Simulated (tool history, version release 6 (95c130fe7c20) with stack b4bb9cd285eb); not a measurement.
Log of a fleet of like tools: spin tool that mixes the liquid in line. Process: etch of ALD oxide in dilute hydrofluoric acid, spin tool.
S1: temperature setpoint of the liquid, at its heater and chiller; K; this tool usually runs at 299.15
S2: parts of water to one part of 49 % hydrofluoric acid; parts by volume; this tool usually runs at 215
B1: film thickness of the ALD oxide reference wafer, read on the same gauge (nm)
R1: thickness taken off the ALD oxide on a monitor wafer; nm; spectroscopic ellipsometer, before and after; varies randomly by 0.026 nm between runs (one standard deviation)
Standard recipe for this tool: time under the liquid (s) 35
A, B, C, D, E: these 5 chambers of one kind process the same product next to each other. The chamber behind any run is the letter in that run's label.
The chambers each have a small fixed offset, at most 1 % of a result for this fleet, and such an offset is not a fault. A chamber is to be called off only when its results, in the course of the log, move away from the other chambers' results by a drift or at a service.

-- hour=2.3 chamber B: hydrofluoric acid flow meter replaced
run 1D hour=14.3 | S1=299.15 S2=215 time_under_the_liquid_(s)=35 | B1=90 | R1=4.181
run 2C hour=29.5 | S1=299.15 S2=215 time_under_the_liquid_(s)=35 | B1=89.966 | R1=4.1405
run 3E hour=37.5 | S1=299.15 S2=215 time_under_the_liquid_(s)=35 | B1=90.031 | R1=4.1478
run 4B hour=47.4 | S1=299.15 S2=215 time_under_the_liquid_(s)=35 | B1=89.977 | R1=4.2044
run 5A hour=63.4 | S1=299.15 S2=215 time_under_the_liquid_(s)=35 | B1=89.999 | R1=4.1682
run 6C hour=70.5 | S1=299.15 S2=215 time_under_the_liquid_(s)=35 | B1=90.015 | R1=4.2102
run 7E hour=82 | S1=299.15 S2=215 time_under_the_liquid_(s)=35 | B1=90.011 | R1=4.2157
run 8A hour=91.8 | S1=299.15 S2=215 time_under_the_liquid_(s)=35 | B1=89.989 | R1=4.1986
run 9D hour=107.1 | S1=299.15 S2=215 time_under_the_liquid_(s)=35 | B1=90.015 | R1=4.1563
run 10B hour=122 | S1=299.15 S2=215 time_under_the_liquid_(s)=35 | B1=89.993 | R1=4.2049
run 11D hour=137.8 | S1=299.15 S2=215 time_under_the_liquid_(s)=35 | B1=90.003 | R1=4.1894
run 12C hour=145.7 | S1=299.15 S2=215 time_under_the_liquid_(s)=35 | B1=89.993 | R1=4.1654
run 13A hour=160.5 | S1=299.15 S2=215 time_under_the_liquid_(s)=25 | B1=89.999 | R1=3.0368
run 14B hour=169.3 | S1=299.15 S2=215 time_under_the_liquid_(s)=25 | B1=89.997 | R1=2.978
run 15E hour=178.3 | S1=299.15 S2=215 time_under_the_liquid_(s)=25 | B1=89.975 | R1=3.0499
run 16C hour=188.8 | S1=299.15 S2=215 time_under_the_liquid_(s)=25 | B1=90.018 | R1=2.9739
run 17D hour=202 | S1=299.15 S2=215 time_under_the_liquid_(s)=25 | B1=90.021 | R1=2.9815
run 18A hour=212.7 | S1=299.15 S2=215 time_under_the_liquid_(s)=35 | B1=90.01 | R1=4.3156
run 19E hour=224 | S1=299.15 S2=215 time_under_the_liquid_(s)=35 | B1=89.959 | R1=4.2114
run 20B hour=231 | S1=299.15 S2=215 time_under_the_liquid_(s)=35 | B1=90.005 | R1=4.1687
run 21A hour=240.3 | S1=299.15 S2=215 time_under_the_liquid_(s)=35 | B1=89.997 | R1=4.296
run 22C hour=251.5 | S1=299.15 S2=215 time_under_the_liquid_(s)=35 | B1=90.003 | R1=4.1858
run 23E hour=258.6 | S1=299.15 S2=215 time_under_the_liquid_(s)=35 | B1=90.034 | R1=4.1564
run 24D hour=272.5 | S1=299.15 S2=215 time_under_the_liquid_(s)=35 | B1=90 | R1=4.2168
-- hour=274.9 chamber A: hydrofluoric acid flow meter replaced
run 25B hour=284.7 | S1=299.15 S2=215 time_under_the_liquid_(s)=35 | B1=90.006 | R1=4.1646
run 26B hour=299.2 | S1=299.15 S2=215 time_under_the_liquid_(s)=35 | B1=90.001 | R1=4.1889
-- hour=309.7 chamber B: thermometer replaced
run 27A hour=313 | S1=299.15 S2=215 time_under_the_liquid_(s)=35 | B1=90.02 | R1=4.4255
-- hour=322.1 chamber D: hydrofluoric acid flow meter replaced
run 28E hour=329.2 | S1=299.15 S2=215 time_under_the_liquid_(s)=35 | B1=89.982 | R1=4.1826
run 29C hour=342.3 | S1=299.15 S2=215 time_under_the_liquid_(s)=35 | B1=90.006 | R1=4.1635
run 30D hour=350.3 | S1=303.65 S2=170 time_under_the_liquid_(s)=35 | B1=90.001 | R1=6.6079
run 31B hour=362 | S1=303.65 S2=170 time_under_the_liquid_(s)=35 | B1=89.965 | R1=6.5335
run 32E hour=378.3 | S1=303.65 S2=170 time_under_the_liquid_(s)=35 | B1=89.983 | R1=6.466
run 33C hour=394.5 | S1=303.65 S2=170 time_under_the_liquid_(s)=35 | B1=90.012 | R1=6.5012
run 34D hour=404.9 | S1=303.65 S2=170 time_under_the_liquid_(s)=35 | B1=89.993 | R1=6.6211
run 35A hour=415.6 | S1=299.15 S2=215 time_under_the_liquid_(s)=35 | B1=90 | R1=4.5487

Has any chamber moved away from the others, gradually or after a service, or does the common gauge drift, or do the chambers differ only by their own small steady offsets? State the chamber and the most likely cause if one applies.

It is chamber A that slowly wanders off from its peers.
What lies behind it: liquid hotter than its thermometer reads (K) = 2.47.

Here are 4 candidates for chamber A's next run, each the usual settings with a change, their results left as question marks. Which one brings its results back in line with what the others give on the usual settings?
In line means no further than this from the other chambers' mean on the usual settings: R1 0.092 nm
run 36A-1 hour=427.3 | S1=299.15 S2=200 time_under_the_liquid_(s)=35 | R1=?
run 36A-2 hour=427.3 | S1=299.15 S2=195 time_under_the_liquid_(s)=35 | R1=?
run 36A-3 hour=427.3 | S1=295.65 S2=215 time_under_the_liquid_(s)=35 | R1=?
run 36A-4 hour=427.3 | S1=299.15 S2=230 time_under_the_liquid_(s)=35 | R1=?

The other chambers' mean on the usual settings: R1 4.1915 nm
run=36A-1 R1=4.9876
run=36A-2 R1=5.1464
run=36A-3 R1=4.0272
run=36A-4 R1=4.1874
Change 36A-4 lands the chamber within the allowed miss of the other chambers.
